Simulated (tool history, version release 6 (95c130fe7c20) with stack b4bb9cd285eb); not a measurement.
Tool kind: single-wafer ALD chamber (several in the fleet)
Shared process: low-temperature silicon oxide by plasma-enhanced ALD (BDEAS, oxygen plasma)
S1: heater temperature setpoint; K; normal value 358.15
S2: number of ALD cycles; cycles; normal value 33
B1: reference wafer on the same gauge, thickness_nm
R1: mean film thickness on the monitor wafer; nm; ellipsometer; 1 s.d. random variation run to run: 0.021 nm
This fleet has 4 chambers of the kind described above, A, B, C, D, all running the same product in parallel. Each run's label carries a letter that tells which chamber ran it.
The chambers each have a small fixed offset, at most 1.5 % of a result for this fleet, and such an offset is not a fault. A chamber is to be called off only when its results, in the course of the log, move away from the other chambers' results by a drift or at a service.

| run | day | S1 | S2 | B1 | R1 |
|---|---|---|---|---|---|
| 1D | 0.271 | 358.15 | 33 | 5.2457 | 4.9396 |
| 2B | 0.696 | 358.15 | 33 | 5.2442 | 4.9915 |
| 3A | 1.104 | 358.15 | 33 | 5.2433 | 5.034 |
| 4C | 1.612 | 358.15 | 33 | 5.243 | 4.979 |
| 5B | 2.15 | 358.15 | 33 | 5.2416 | 4.9888 |
| 6C | 2.729 | 371.15 | 33 | 5.236 | 4.7729 |
| 7D | 3.192 | 371.15 | 33 | 5.2429 | 4.7123 |
|  | 3.388 | chamber C: thermocouple changed; heater temperature recalibrated |
| 8A | 3.475 | 371.15 | 33 | 5.2348 | 4.7933 |
|  | 3.838 | chamber A: thermocouple changed; heater temperature recalibrated |
| 9A | 4.042 | 371.15 | 33 | 5.2396 | 4.8274 |
| 10B | 4.404 | 358.15 | 33 | 5.2405 | 4.9539 |
| 11D | 4.979 | 358.15 | 33 | 5.2376 | 4.9792 |
| 12C | 5.271 | 358.15 | 33 | 5.2365 | 4.9677 |
| 13A | 5.621 | 358.15 | 33 | 5.2392 | 5.0371 |
| 14C | 6 | 358.15 | 33 | 5.2353 | 4.9652 |
| 15D | 6.483 | 364.15 | 33 | 5.2395 | 4.8668 |
| 16B | 6.925 | 364.15 | 33 | 5.2399 | 4.8742 |
| 17A | 7.221 | 364.15 | 33 | 5.2381 | 4.9203 |
| 18C | 7.696 | 364.15 | 33 | 5.2359 | 4.8645 |
| 19B | 8.217 | 358.15 | 33 | 5.2384 | 4.9741 |
| 20D | 8.758 | 358.15 | 33 | 5.243 | 4.9553 |
|  | 9.325 | chamber D: thermocouple changed; heater temperature recalibrated |
| 21D | 9.329 | 358.15 | 33 | 5.2403 | 4.9693 |
| 22A | 9.75 | 358.15 | 33 | 5.2395 | 5.0387 |
| 23B | 10.262 | 358.15 | 33 | 5.2399 | 5.0014 |
| 24C | 10.712 | 358.15 | 33 | 5.2367 | 4.9561 |
| 25D | 11.188 | 358.15 | 33 | 5.2347 | 4.9658 |
| 26B | 11.479 | 358.15 | 33 | 5.2403 | 4.9625 |
| 27A | 11.971 | 358.15 | 33 | 5.2445 | 5.0127 |
| 28C | 12.421 | 358.15 | 33 | 5.2364 | 4.9437 |
| 29B | 12.95 | 358.15 | 33 | 5.2434 | 4.9884 |
| 30A | 13.504 | 358.15 | 33 | 5.2445 | 5.0339 |
| 31C | 14.008 | 368.15 | 38 | 5.246 | 5.513 |
| 32D | 14.308 | 368.15 | 38 | 5.2376 | 5.5344 |
| 33C | 14.775 | 368.15 | 38 | 5.2324 | 5.5153 |
| 34B | 15.142 | 368.15 | 38 | 5.2372 | 5.4883 |
| 35D | 15.438 | 358.15 | 27 | 5.2391 | 4.0574 |
| 36A | 15.821 | 358.15 | 27 | 5.2401 | 4.1125 |
| 37B | 16.188 | 358.15 | 27 | 5.2433 | 4.0345 |

All chambers now run identical settings, listed one chamber a line with results as question marks. What results will each chamber show?
| 38A | 16.621 | 368.15 | 33 |  | ? |
| 38B | 16.621 | 368.15 | 33 |  | ? |
| 38C | 16.621 | 368.15 | 33 |  | ? |
| 38D | 16.621 | 368.15 | 33 |  | ? |

| run | R1 |
|---|---|
| 38A | 4.8281 |
| 38B | 4.8044 |
| 38C | 4.7757 |
| 38D | 4.7709 |

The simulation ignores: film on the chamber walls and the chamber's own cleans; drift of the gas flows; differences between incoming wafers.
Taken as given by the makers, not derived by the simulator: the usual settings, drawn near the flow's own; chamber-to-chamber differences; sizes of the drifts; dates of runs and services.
